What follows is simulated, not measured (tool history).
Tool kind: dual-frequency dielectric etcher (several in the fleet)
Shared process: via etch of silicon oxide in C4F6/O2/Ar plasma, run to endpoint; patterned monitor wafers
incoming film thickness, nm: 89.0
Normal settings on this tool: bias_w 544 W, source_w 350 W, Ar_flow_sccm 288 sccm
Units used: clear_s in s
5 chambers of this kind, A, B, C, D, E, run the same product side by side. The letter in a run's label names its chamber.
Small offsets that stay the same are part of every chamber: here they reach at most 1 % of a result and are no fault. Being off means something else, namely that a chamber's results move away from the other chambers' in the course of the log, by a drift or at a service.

run     day  bias_w  source_w  Ar_flow_sccm  clear_s
 1C   0.221     544       350           288   19.820
      0.358  -- chamber B: bias power generator calibrated
 2B   0.488     544       350           288   19.947
 3A   0.671     544       350           288   19.987
 4E   0.825     544       350           288   19.994
 5D   1.088     544       350           288   19.785
 6C   1.288     544       350           288   19.786
      1.388  -- chamber B: Ar flow controller replaced
 7B   1.458     544       350           288   19.780
 8E   1.758     544       350           288   19.956
 9A   2.058     544       350           288   19.812
10D   2.350     544       350           288   19.773
11E   2.517     544       350           288   19.999
12A   2.858     544       350           341   20.172
13C   3.167     544       350           341   20.392
14B   3.362     544       350           341   20.470
15D   3.696     544       350           341   20.146
16A   3.871     544       350           341   20.322
17C   4.029     544       350           288   19.845
18B   4.221     544       350           288   19.981
19E   4.558     544       350           288   19.934
20D   4.750     544       350           288   19.734
21D   5.033     544       350           288   19.775
22E   5.312     544       350           288   20.044
23C   5.517     544       350           288   19.719
24A   5.725     416       350           224   21.376
25B   5.954     416       350           224   21.559
26A   6.233     416       350           224   21.394
27B   6.512     416       350           224   21.651
28C   6.762     416       350           224   21.345
29D   6.950     544       350           288   19.759
30E   7.150     544       350           288   20.062
31D   7.308     544       350           288   19.870
32A   7.596     544       350           288   19.767
33C   7.788     544       350           288   19.720
34B   8.096     544       350           288   20.109
35E   8.438     544       350           288   20.021
      8.458  -- chamber A: wet clean of the chamber
36A   8.750     675       350           339   18.591
37E   9.046     675       350           339   18.718
38D   9.375     675       350           339   18.463
39C   9.621     675       350           339   18.743
40B   9.900     675       350           339   18.783
41E  10.108     544       350           288   20.022

What goes on in this fleet: one chamber off, a drifting gauge, or nothing beyond the chambers' own small offsets? Name the chamber and the cause, if any.

Little by little, chamber B moves away from the other chambers.
Likeliest cause: etch rate under this chamber's usual, % = 1.84.
The log may not tell that from: bias power that arrives under what is set, %; source power that arrives under what is set, %.

Chamber B could run next with any of the 4 candidate recipes listed below; each alters the usual settings, and their results appear as question marks. Which one brings its results back in line with what the other chambers deliver on the usual settings?
Maximum distance from the other chambers' mean on the usual settings for a result to count as in line: clear_s 0.220 s
42B-1  10.354     575       370           288        ?
42B-2  10.354     544       350           235        ?
42B-3  10.354     489       350           296        ?
42B-4  10.354     530       340           290        ?

Mean of the other chambers on the usual settings: clear_s 19.852 s
  run  clear_s
42B-1   19.431
42B-2   19.806
42B-3   21.161
42B-4   20.693
With 42B-2, the chamber falls back in line with the rest.
